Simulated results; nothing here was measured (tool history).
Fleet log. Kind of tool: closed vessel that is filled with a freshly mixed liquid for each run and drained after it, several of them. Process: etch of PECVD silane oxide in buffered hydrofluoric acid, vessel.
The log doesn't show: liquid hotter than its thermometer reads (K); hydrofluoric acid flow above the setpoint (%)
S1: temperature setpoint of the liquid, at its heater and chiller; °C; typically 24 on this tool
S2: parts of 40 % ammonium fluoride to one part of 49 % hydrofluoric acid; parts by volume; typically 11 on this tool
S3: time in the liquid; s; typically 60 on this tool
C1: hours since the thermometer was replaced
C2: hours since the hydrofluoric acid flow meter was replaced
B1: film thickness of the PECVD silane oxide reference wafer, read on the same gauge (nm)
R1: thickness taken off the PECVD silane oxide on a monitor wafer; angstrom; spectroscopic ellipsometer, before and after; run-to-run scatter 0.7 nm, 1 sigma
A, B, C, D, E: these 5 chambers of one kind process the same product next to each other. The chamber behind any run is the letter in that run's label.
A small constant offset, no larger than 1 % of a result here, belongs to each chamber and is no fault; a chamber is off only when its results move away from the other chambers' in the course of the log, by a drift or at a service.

run	day	S1	S2	S3	C1	C2	B1	R1
1D	0.204	24	11	60	760.5	936.6	90.005	824.14
2E	0.379	24	11	60	2018.7	1669.5	90.03	837.9
3C	0.479	24	11	60	571	809.1	90.019	850.31
# day 0.542: chamber A: hydrofluoric acid flow meter replaced
4B	0.608	24	11	60	235.1	151.5	90.015	826.2
5A	0.767	24	11	60	1345.1	5.4	89.984	832.51
6B	0.979	26.5	11	75	244	160.4	89.989	1215.3
7E	1.125	26.5	11	75	2036.6	1687.4	89.991	1185
8D	1.233	26.5	11	75	785.2	961.3	89.985	1214.5
9C	1.4	26.5	11	75	593.1	831.2	89.991	1178.5
10A	1.608	26.5	11	75	1365.3	25.6	90.004	1211.6
11B	1.721	24	11	60	261.8	178.2	90	837.16
12E	1.833	27.5	11	60	2053.6	1704.4	89.986	1005.7
13C	2.008	27.5	11	60	607.7	845.8	89.981	1028.3
14D	2.117	27.5	11	60	806.4	982.5	90.013	1019.5
15A	2.246	27.5	11	60	1380.6	40.9	89.978	1010
16E	2.371	27.5	11	60	2066.5	1717.3	90.003	1026.8
17B	2.546	24	11	60	281.6	198	89.998	842.25
18A	2.738	24	11	60	1392.4	52.7	90.022	837.88
19C	2.854	24	11	60	628	866.1	89.98	842.58
20D	2.992	24	11	60	827.4	1003.5	90.002	840.16
21C	3.196	24	11	60	636.2	874.3	89.995	827.55
22B	3.346	24	11	60	300.8	217.2	89.985	834.63
23A	3.546	24	11	60	1411.8	72.1	89.993	830.08
24E	3.658	24	11	60	2097.4	1748.2	89.997	855.51
# day 3.8: chamber D: hydrofluoric acid flow meter replaced
25D	3.879	24	11	60	848.7	2	89.991	826.43
26A	3.992	24	11	60	1422.5	82.8	89.98	835
27E	4.208	24	11	60	2110.6	1761.4	90.011	886.75
28D	4.412	21.5	13	60	861.5	14.8	89.981	620.69
29B	4.596	21.5	13	60	330.8	247.2	90.005	613.33
30C	4.812	21.5	13	60	675	913.1	90.02	618.04
31B	4.938	21.5	13	60	339	255.4	90	620.6
32A	5.083	21.5	13	60	1448.7	109	89.983	618.23
33D	5.217	24	11	85	880.8	34.1	89.984	1176.7
34C	5.388	24	11	85	688.8	926.9	90.027	1202.2
35E	5.538	24	11	85	2142.5	1793.3	90.009	1284.9
36C	5.717	24	11	85	696.7	934.8	89.985	1201.2
37B	5.938	24	11	85	363	279.4	90.001	1193.5
38D	6.15	24	11	60	903.2	56.5	90.008	834.31
39A	6.308	24	12.5	45	1478.1	138.4	90.019	548.53
40E	6.517	24	12.5	45	2166	1816.8	89.992	610.26
41C	6.729	24	12.5	45	721	959.1	89.984	556.72
42A	6.938	24	12.5	45	1493.2	153.5	89.999	552.37
43D	7.112	24	12.5	45	926.3	79.6	90.02	554.35

Next, every chamber runs the same settings. What will each give?
44A	7.271	24	11	60				?
44B	7.271	24	11	60				?
44C	7.271	24	11	60				?
44D	7.271	24	11	60				?
44E	7.271	24	11	60				?

run	R1
44A	834.74
44B	840.41
44C	842.61
44D	843.63
44E	919.12

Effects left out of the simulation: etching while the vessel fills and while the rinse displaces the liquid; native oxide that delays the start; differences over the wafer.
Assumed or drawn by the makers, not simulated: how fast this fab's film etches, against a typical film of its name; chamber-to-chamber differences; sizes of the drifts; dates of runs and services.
